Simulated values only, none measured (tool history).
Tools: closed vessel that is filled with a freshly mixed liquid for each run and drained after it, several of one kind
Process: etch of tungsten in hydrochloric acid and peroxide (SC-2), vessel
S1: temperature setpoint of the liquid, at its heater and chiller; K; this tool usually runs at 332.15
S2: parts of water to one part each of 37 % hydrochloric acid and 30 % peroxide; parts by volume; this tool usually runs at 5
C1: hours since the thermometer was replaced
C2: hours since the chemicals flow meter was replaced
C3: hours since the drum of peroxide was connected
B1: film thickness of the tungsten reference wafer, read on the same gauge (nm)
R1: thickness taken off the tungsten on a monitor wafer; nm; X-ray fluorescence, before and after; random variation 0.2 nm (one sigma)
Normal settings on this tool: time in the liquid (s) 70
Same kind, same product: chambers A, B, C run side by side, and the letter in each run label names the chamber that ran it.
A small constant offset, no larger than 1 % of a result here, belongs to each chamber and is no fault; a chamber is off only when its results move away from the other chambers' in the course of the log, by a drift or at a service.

Run 1A, hour 5.4: usual settings; C1 710.1; C2 54.2; C3 271.7; B1 109.96. Result: R1 42.967 nm.
Run 2C, hour 12: usual settings; C1 1043.3; C2 1416.1; C3 788.1; B1 110.02. Result: R1 42.825 nm.
Run 3B, hour 18.1: usual settings; C1 211.7; C2 523.2; C3 1040.7; B1 110. Result: R1 42.61 nm.
Run 4C, hour 22.3: usual settings; C1 1053.6; C2 1426.4; C3 798.4; B1 110.02. Result: R1 42.712 nm.
Run 5A, hour 26.6: usual settings; C1 731.3; C2 75.4; C3 292.9; B1 109.99. Result: R1 43.028 nm.
Run 6B, hour 30.4: usual settings but S1 338.65 K; C1 224; C2 535.5; C3 1053; B1 110. Result: R1 64.001 nm.
Run 7C, hour 34.4: usual settings but S1 338.65 K; C1 1065.7; C2 1438.5; C3 810.5; B1 109.96. Result: R1 63.692 nm.
Run 8B, hour 38.8: usual settings but S1 338.65 K; C1 232.4; C2 543.9; C3 1061.4; B1 110. Result: R1 63.415 nm.
Run 9A, hour 42.4: usual settings; C1 747.1; C2 91.2; C3 308.7; B1 110. Result: R1 43.27 nm.
Run 10A, hour 48.8: usual settings; C1 753.5; C2 97.6; C3 315.1; B1 110.02. Result: R1 43.157 nm.
At hour 55.5: chamber C: new drum of peroxide connected.
Run 11C, hour 55.5: usual settings; C1 1086.8; C2 1459.6; C3 0; B1 110.01. Result: R1 42.695 nm.
Run 12B, hour 62.2: usual settings; C1 255.8; C2 567.3; C3 1084.8; B1 109.95. Result: R1 42.406 nm.
Run 13C, hour 65.7: usual settings; C1 1097; C2 1469.8; C3 10.2; B1 110.01. Result: R1 42.842 nm.
Run 14B, hour 70: usual settings but S1 339.15 K, S2 4 parts by volume; C1 263.6; C2 575.1; C3 1092.6; B1 110.01. Result: R1 75.208 nm.
Run 15A, hour 76.9: usual settings but S1 339.15 K, S2 4 parts by volume; C1 781.6; C2 125.7; C3 343.2; B1 110.04. Result: R1 77.756 nm.
Run 16A, hour 80.8: usual settings but S1 339.15 K, S2 4 parts by volume; C1 785.5; C2 129.6; C3 347.1; B1 110. Result: R1 77.924 nm.
Run 17C, hour 87.7: usual settings; C1 1119; C2 1491.8; C3 32.2; B1 110. Result: R1 42.774 nm.
Run 18B, hour 90.9: usual settings; C1 284.5; C2 596; C3 1113.5; B1 110. Result: R1 41.577 nm.
Run 19A, hour 97.2: usual settings but S2 6 parts by volume; C1 801.9; C2 146; C3 363.5; B1 109.97. Result: R1 37.407 nm.
Run 20B, hour 103.8: usual settings but S2 6 parts by volume; C1 297.4; C2 608.9; C3 1126.4; B1 110.01. Result: R1 36.332 nm.
Run 21C, hour 107.3: usual settings but S2 6 parts by volume; C1 1138.6; C2 1511.4; C3 51.8; B1 109.96. Result: R1 37.173 nm.
At hour 108.3: chamber B: new drum of peroxide connected.
Run 22C, hour 112.5: usual settings; C1 1143.8; C2 1516.6; C3 57; B1 109.98. Result: R1 42.241 nm.
Run 23A, hour 119.7: usual settings; C1 824.4; C2 168.5; C3 386; B1 109.99. Result: R1 43.008 nm.
Run 24B, hour 123.6: usual settings; C1 317.2; C2 628.7; C3 15.3; B1 109.96. Result: R1 41.197 nm.
Run 25C, hour 128.6: usual settings; C1 1159.9; C2 1532.7; C3 73.1; B1 109.99. Result: R1 42.391 nm.
Run 26B, hour 133.9: usual settings; C1 327.5; C2 639; C3 25.6; B1 110. Result: R1 40.711 nm.
Run 27A, hour 139.9: usual settings; C1 844.6; C2 188.7; C3 406.2; B1 109.97. Result: R1 43.003 nm.
Run 28C, hour 143.8: usual settings but S1 325.65 K; C1 1175.1; C2 1547.9; C3 88.3; B1 110.04. Result: R1 27.917 nm.
Run 29A, hour 149.6: usual settings but S1 325.65 K; C1 854.3; C2 198.4; C3 415.9; B1 109.95. Result: R1 27.834 nm.
Run 30B, hour 156.3: usual settings but S1 325.65 K; C1 349.9; C2 661.4; C3 48; B1 110.01. Result: R1 26.827 nm.
Run 31A, hour 162.8: usual settings but time in the liquid (s) 95; C1 867.5; C2 211.6; C3 429.1; B1 110.02. Result: R1 58.493 nm.

Decide between three cases: one chamber stands off from its peers, the gauge reading all wafers drifts, or nothing is wrong past each chamber's small offset. Where a chamber is off, say which and what most likely put it there.

Chamber B drifts away from the others.
Most likely cause: chemicals flow below the setpoint (%) = 8.08.
The log might look much the same if the cause were instead: liquid colder than its thermometer reads (K).

Below are 4 candidate recipes for chamber B's next run, each the usual settings with a change, their results shown as question marks. Which of them brings B's results back in line with what the other chambers give on the usual settings?
Allowed miss from the other chambers' usual-settings mean, per result, to count as in line: R1 0.7 nm
Run 32B-1, hour 168: usual settings but S1 333.15 K. Result: R1 ?.
Run 32B-2, hour 168: usual settings but S1 332.65 K, time in the liquid (s) 75. Result: R1 ?.
Run 32B-3, hour 168: usual settings but S1 330.65 K. Result: R1 ?.
Run 32B-4, hour 168: usual settings but S1 331.15 K. Result: R1 ?.

The other chambers' mean on the usual settings: R1 42.753 nm
  run      R1
32B-1   42.86
32B-2  44.529
32B-3  36.664
32B-4  37.825
The right change is 32B-1: it brings the chamber back within the allowed miss of the others.
